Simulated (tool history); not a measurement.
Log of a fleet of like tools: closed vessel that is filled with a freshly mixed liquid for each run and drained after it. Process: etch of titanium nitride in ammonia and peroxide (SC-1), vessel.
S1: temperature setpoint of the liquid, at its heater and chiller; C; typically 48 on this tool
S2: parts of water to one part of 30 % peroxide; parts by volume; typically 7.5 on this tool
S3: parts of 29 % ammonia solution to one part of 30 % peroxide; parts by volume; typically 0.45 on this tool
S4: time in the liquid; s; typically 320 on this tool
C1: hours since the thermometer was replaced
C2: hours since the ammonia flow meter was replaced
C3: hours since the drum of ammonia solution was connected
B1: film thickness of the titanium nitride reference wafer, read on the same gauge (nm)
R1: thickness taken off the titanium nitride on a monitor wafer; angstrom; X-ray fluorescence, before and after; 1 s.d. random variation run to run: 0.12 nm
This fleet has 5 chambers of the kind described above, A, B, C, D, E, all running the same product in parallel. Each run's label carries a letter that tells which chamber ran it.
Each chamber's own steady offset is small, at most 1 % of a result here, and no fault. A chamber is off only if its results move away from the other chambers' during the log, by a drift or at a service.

At day 0.158: chamber D: new drum of ammonia solution connected.
Run 1D, day 0.438: usual settings; C1 230.6; C2 825.0; C3 6.8; B1 59.997. Result: R1 160.47 angstrom.
Run 2C, day 0.804: usual settings; C1 1983.3; C2 1025.8; C3 87.4; B1 59.994. Result: R1 159.39 angstrom.
Run 3E, day 1.083: usual settings; C1 808.5; C2 715.4; C3 342.2; B1 59.984. Result: R1 159.57 angstrom.
Run 4B, day 1.529: usual settings; C1 1268.1; C2 1887.7; C3 103.7; B1 60.014. Result: R1 157.39 angstrom.
Run 5A, day 1.904: usual settings; C1 1654.3; C2 127.7; C3 411.6; B1 59.995. Result: R1 159.86 angstrom.
Run 6B, day 2.196: usual settings; C1 1284.1; C2 1903.7; C3 119.7; B1 59.987. Result: R1 159.33 angstrom.
Run 7D, day 2.450: usual settings; C1 278.9; C2 873.3; C3 55.1; B1 60.012. Result: R1 160.04 angstrom.
At day 2.492: chamber A: new drum of ammonia solution connected.
Run 8C, day 2.742: usual settings; C1 2029.8; C2 1072.3; C3 133.9; B1 59.994. Result: R1 157.07 angstrom.
Run 9E, day 3.050: usual settings but S3 0.35 parts by volume; C1 855.7; C2 762.6; C3 389.4; B1 59.999. Result: R1 148.48 angstrom.
Run 10A, day 3.325: usual settings but S3 0.35 parts by volume; C1 1688.4; C2 161.8; C3 20.1; B1 60.026. Result: R1 152.96 angstrom.
Run 11A, day 3.875: usual settings but S3 0.35 parts by volume; C1 1701.6; C2 175.0; C3 33.3; B1 59.984. Result: R1 150.96 angstrom.
Run 12C, day 4.229: usual settings but S3 0.35 parts by volume; C1 2065.5; C2 1108.0; C3 169.6; B1 60.013. Result: R1 152.86 angstrom.
Run 13D, day 4.600: usual settings but S3 0.35 parts by volume; C1 330.5; C2 924.9; C3 106.7; B1 59.990. Result: R1 152.96 angstrom.
At day 4.629: chamber B: ammonia flow meter replaced.
Run 14B, day 4.883: usual settings; C1 1348.6; C2 6.2; C3 184.2; B1 60.007. Result: R1 157.48 angstrom.
Run 15E, day 5.467: usual settings; C1 913.7; C2 820.6; C3 447.4; B1 59.997. Result: R1 156.39 angstrom.
Run 16E, day 5.754: usual settings; C1 920.6; C2 827.5; C3 454.3; B1 59.969. Result: R1 154.83 angstrom.
Run 17C, day 6.321: usual settings; C1 2115.7; C2 1158.2; C3 219.8; B1 60.023. Result: R1 156.19 angstrom.
Run 18D, day 6.721: usual settings; C1 381.4; C2 975.8; C3 157.6; B1 59.975. Result: R1 162.15 angstrom.
Run 19A, day 6.971: usual settings but S2 5.0 parts by volume; C1 1775.9; C2 249.3; C3 107.6; B1 60.001. Result: R1 193.11 angstrom.
Run 20B, day 7.258: usual settings but S2 5.0 parts by volume; C1 1405.6; C2 63.2; C3 241.2; B1 60.012. Result: R1 190.13 angstrom.
Run 21C, day 7.679: usual settings but S2 5.0 parts by volume; C1 2148.3; C2 1190.8; C3 252.4; B1 59.988. Result: R1 192.43 angstrom.
Run 22E, day 8.217: usual settings but S2 5.0 parts by volume; C1 979.7; C2 886.6; C3 513.4; B1 59.996. Result: R1 186.67 angstrom.
Run 23B, day 8.612: usual settings but S2 5.0 parts by volume; C1 1438.1; C2 95.7; C3 273.7; B1 60.006. Result: R1 189.01 angstrom.
Run 24A, day 8.871: usual settings but S2 6.0 parts by volume, S4 230 s; C1 1821.5; C2 294.9; C3 153.2; B1 60.018. Result: R1 127.93 angstrom.
Run 25D, day 9.283: usual settings but S2 6.0 parts by volume, S4 230 s; C1 442.9; C2 1037.3; C3 219.1; B1 59.986. Result: R1 127.34 angstrom.
Run 26A, day 9.842: usual settings but S2 6.0 parts by volume, S4 230 s; C1 1844.8; C2 318.2; C3 176.5; B1 60.014. Result: R1 126.21 angstrom.
Run 27B, day 10.233: usual settings but S2 6.0 parts by volume, S4 230 s; C1 1477.0; C2 134.6; C3 312.6; B1 60.008. Result: R1 125.82 angstrom.
Run 28E, day 10.738: usual settings but S2 6.0 parts by volume, S4 230 s; C1 1040.2; C2 947.1; C3 573.9; B1 60.004. Result: R1 120.73 angstrom.
Run 29C, day 11.042: usual settings; C1 2229.0; C2 1271.5; C3 333.1; B1 59.987. Result: R1 157.82 angstrom.
Run 30D, day 11.529: usual settings; C1 496.8; C2 1091.2; C3 273.0; B1 59.972. Result: R1 159.87 angstrom.
Run 31D, day 12.017: usual settings; C1 508.5; C2 1102.9; C3 284.7; B1 60.015. Result: R1 159.48 angstrom.
Run 32A, day 12.383: usual settings; C1 1905.8; C2 379.2; C3 237.5; B1 60.022. Result: R1 156.95 angstrom.
At day 12.638: chamber C: new drum of ammonia solution connected.
Run 33C, day 12.858: usual settings; C1 2272.6; C2 1315.1; C3 5.4; B1 59.976. Result: R1 158.29 angstrom.
Run 34B, day 13.308: usual settings; C1 1550.8; C2 208.4; C3 386.4; B1 59.961. Result: R1 156.05 angstrom.
Run 35E, day 13.638: usual settings; C1 1109.8; C2 1016.7; C3 643.5; B1 60.028. Result: R1 149.77 angstrom.
Run 36A, day 13.975: usual settings; C1 1944.0; C2 417.4; C3 275.7; B1 60.015. Result: R1 158.92 angstrom.
Run 37B, day 14.283: usual settings; C1 1574.2; C2 231.8; C3 409.8; B1 60.015. Result: R1 158.21 angstrom.

Next, all 5 chambers run the settings below, one line each with question marks for the results. What does each chamber give?
Run 38A, day 14.700: usual settings. Result: R1 ?.
Run 38B, day 14.700: usual settings. Result: R1 ?.
Run 38C, day 14.700: usual settings. Result: R1 ?.
Run 38D, day 14.700: usual settings. Result: R1 ?.
Run 38E, day 14.700: usual settings. Result: R1 ?.

run      R1
38A  157.09
38B  157.25
38C  157.91
38D  159.36
38E  148.65
